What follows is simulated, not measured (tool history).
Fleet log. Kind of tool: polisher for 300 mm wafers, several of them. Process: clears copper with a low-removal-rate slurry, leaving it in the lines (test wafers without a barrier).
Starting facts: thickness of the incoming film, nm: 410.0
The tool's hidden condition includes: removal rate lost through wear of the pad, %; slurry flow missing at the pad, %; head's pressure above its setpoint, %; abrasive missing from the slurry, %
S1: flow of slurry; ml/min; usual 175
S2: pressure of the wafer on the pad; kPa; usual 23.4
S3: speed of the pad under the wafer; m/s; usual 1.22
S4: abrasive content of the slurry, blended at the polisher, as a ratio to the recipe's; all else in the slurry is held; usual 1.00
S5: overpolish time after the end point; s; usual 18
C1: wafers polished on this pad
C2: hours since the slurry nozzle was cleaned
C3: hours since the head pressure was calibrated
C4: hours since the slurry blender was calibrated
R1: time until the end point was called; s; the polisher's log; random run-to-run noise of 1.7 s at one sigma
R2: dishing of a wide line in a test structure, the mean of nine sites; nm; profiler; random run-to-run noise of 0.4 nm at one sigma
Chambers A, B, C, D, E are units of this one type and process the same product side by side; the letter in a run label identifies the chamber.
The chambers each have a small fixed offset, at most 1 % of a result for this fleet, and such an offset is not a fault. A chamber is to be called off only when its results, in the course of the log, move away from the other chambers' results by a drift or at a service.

Run 1D, hour 3.4: usual settings; C1 520; C2 61.1; C3 8.3; C4 36.7. Result: R1 111.59 s, R2 32.439 nm.
Run 2A, hour 7.5: usual settings; C1 401; C2 628.5; C3 799.5; C4 79.0. Result: R1 115.54 s, R2 31.691 nm.
Run 3B, hour 10.7: usual settings; C1 766; C2 203.8; C3 516.1; C4 67.8. Result: R1 112.43 s, R2 31.957 nm.
Run 4E, hour 13.6: usual settings; C1 1496; C2 439.3; C3 699.7; C4 123.7. Result: R1 111.01 s, R2 32.394 nm.
At hour 13.8: chamber E: worn pad replaced by a new one.
At hour 14.0: chamber C: worn pad replaced by a new one.
At hour 17.8: chamber A: head pressure recalibrated.
Run 5C, hour 19.5: usual settings; C1 59; C2 340.6; C3 492.3; C4 51.7. Result: R1 113.43 s, R2 31.681 nm.
Run 6A, hour 22.9: usual settings; C1 569; C2 643.9; C3 5.1; C4 94.4. Result: R1 112.98 s, R2 31.918 nm.
Run 7B, hour 27.4: usual settings but S5 14 s; C1 948; C2 220.5; C3 532.8; C4 84.5. Result: R1 112.07 s, R2 27.901 nm.
Run 8C, hour 30.1: usual settings but S5 14 s; C1 175; C2 351.2; C3 502.9; C4 62.3. Result: R1 112.02 s, R2 27.492 nm.
At hour 30.7: chamber A: worn pad replaced by a new one.
At hour 31.5: chamber B: worn pad replaced by a new one.
Run 9E, hour 34.1: usual settings but S5 14 s; C1 221; C2 459.8; C3 720.2; C4 144.2. Result: R1 108.50 s, R2 27.357 nm.
Run 10D, hour 39.6: usual settings but S5 14 s; C1 915; C2 97.3; C3 44.5; C4 72.9. Result: R1 110.91 s, R2 27.816 nm.
Run 11D, hour 44.8: usual settings but S5 14 s; C1 971; C2 102.5; C3 49.7; C4 78.1. Result: R1 114.54 s, R2 27.497 nm.
At hour 47.3: chamber D: worn pad replaced by a new one.
Run 12C, hour 49.0: usual settings but S5 27 s; C1 381; C2 370.1; C3 521.8; C4 81.2. Result: R1 111.48 s, R2 37.909 nm.
Run 13A, hour 54.7: usual settings but S5 27 s; C1 261; C2 675.7; C3 36.9; C4 126.2. Result: R1 111.02 s, R2 38.635 nm.
Run 14E, hour 59.2: usual settings but S5 27 s; C1 495; C2 484.9; C3 745.3; C4 169.3. Result: R1 110.97 s, R2 38.719 nm.
Run 15B, hour 64.3: usual settings but S5 27 s; C1 357; C2 257.4; C3 569.7; C4 121.4. Result: R1 110.85 s, R2 38.355 nm.
Run 16E, hour 68.2: usual settings but S5 27 s; C1 593; C2 493.9; C3 754.3; C4 178.3. Result: R1 111.82 s, R2 38.708 nm.
Run 17B, hour 73.9: usual settings; C1 462; C2 267.0; C3 579.3; C4 131.0. Result: R1 112.81 s, R2 32.791 nm.
Run 18D, hour 77.5: usual settings but S4 0.75, S5 8 s; C1 329; C2 135.2; C3 82.4; C4 110.8. Result: R1 121.26 s, R2 17.970 nm.
Run 19C, hour 83.4: usual settings but S4 0.75, S5 8 s; C1 755; C2 404.5; C3 556.2; C4 115.6. Result: R1 117.12 s, R2 18.026 nm.
At hour 85.6: chamber A: worn pad replaced by a new one.
Run 20A, hour 86.1: usual settings but S4 0.75, S5 8 s; C1 6; C2 707.1; C3 68.3; C4 157.6. Result: R1 120.37 s, R2 17.461 nm.
Run 21B, hour 89.1: usual settings but S4 0.75, S5 8 s; C1 627; C2 282.2; C3 594.5; C4 146.2. Result: R1 119.97 s, R2 17.786 nm.
Run 22E, hour 92.4: usual settings but S4 0.75, S5 8 s; C1 857; C2 518.1; C3 778.5; C4 202.5. Result: R1 119.02 s, R2 17.674 nm.
Run 23C, hour 97.4: usual settings; C1 908; C2 418.5; C3 570.2; C4 129.6. Result: R1 111.58 s, R2 31.694 nm.
Run 24A, hour 101.0: usual settings; C1 168; C2 722.0; C3 83.2; C4 172.5. Result: R1 114.27 s, R2 31.836 nm.
At hour 105.3: chamber A: slurry blender recalibrated.
Run 25D, hour 106.3: usual settings but S4 0.85, S5 9 s; C1 643; C2 164.0; C3 111.2; C4 139.6. Result: R1 116.04 s, R2 19.940 nm.
At hour 108.7: chamber B: worn pad replaced by a new one.
Run 26D, hour 109.5: usual settings but S4 0.85, S5 9 s; C1 678; C2 167.2; C3 114.4; C4 142.8. Result: R1 115.52 s, R2 20.281 nm.
Run 27C, hour 114.5: usual settings but S4 0.85, S5 9 s; C1 1094; C2 435.6; C3 587.3; C4 146.7. Result: R1 116.64 s, R2 19.559 nm.
Run 28B, hour 118.7: usual settings but S4 0.85, S5 9 s; C1 109; C2 311.8; C3 624.1; C4 175.8. Result: R1 115.56 s, R2 20.311 nm.
Run 29E, hour 123.2: usual settings but S4 0.85, S5 9 s; C1 1192; C2 548.9; C3 809.3; C4 233.3. Result: R1 112.98 s, R2 20.172 nm.
Run 30A, hour 127.1: usual settings; C1 453; C2 748.1; C3 109.3; C4 21.8. Result: R1 112.73 s, R2 31.840 nm.

All 5 chambers run these settings next. Forecast each chamber's results:
Run 31A, hour 131.4: usual settings. Result: R1 ?, R2 ?.
Run 31B, hour 131.4: usual settings. Result: R1 ?, R2 ?.
Run 31C, hour 131.4: usual settings. Result: R1 ?, R2 ?.
Run 31D, hour 131.4: usual settings. Result: R1 ?, R2 ?.
Run 31E, hour 131.4: usual settings. Result: R1 ?, R2 ?.

run      R1      R2
31A  115.33  31.620
31B  110.21  31.968
31C  111.44  31.442
31D  112.34  32.693
31E  108.93  31.750
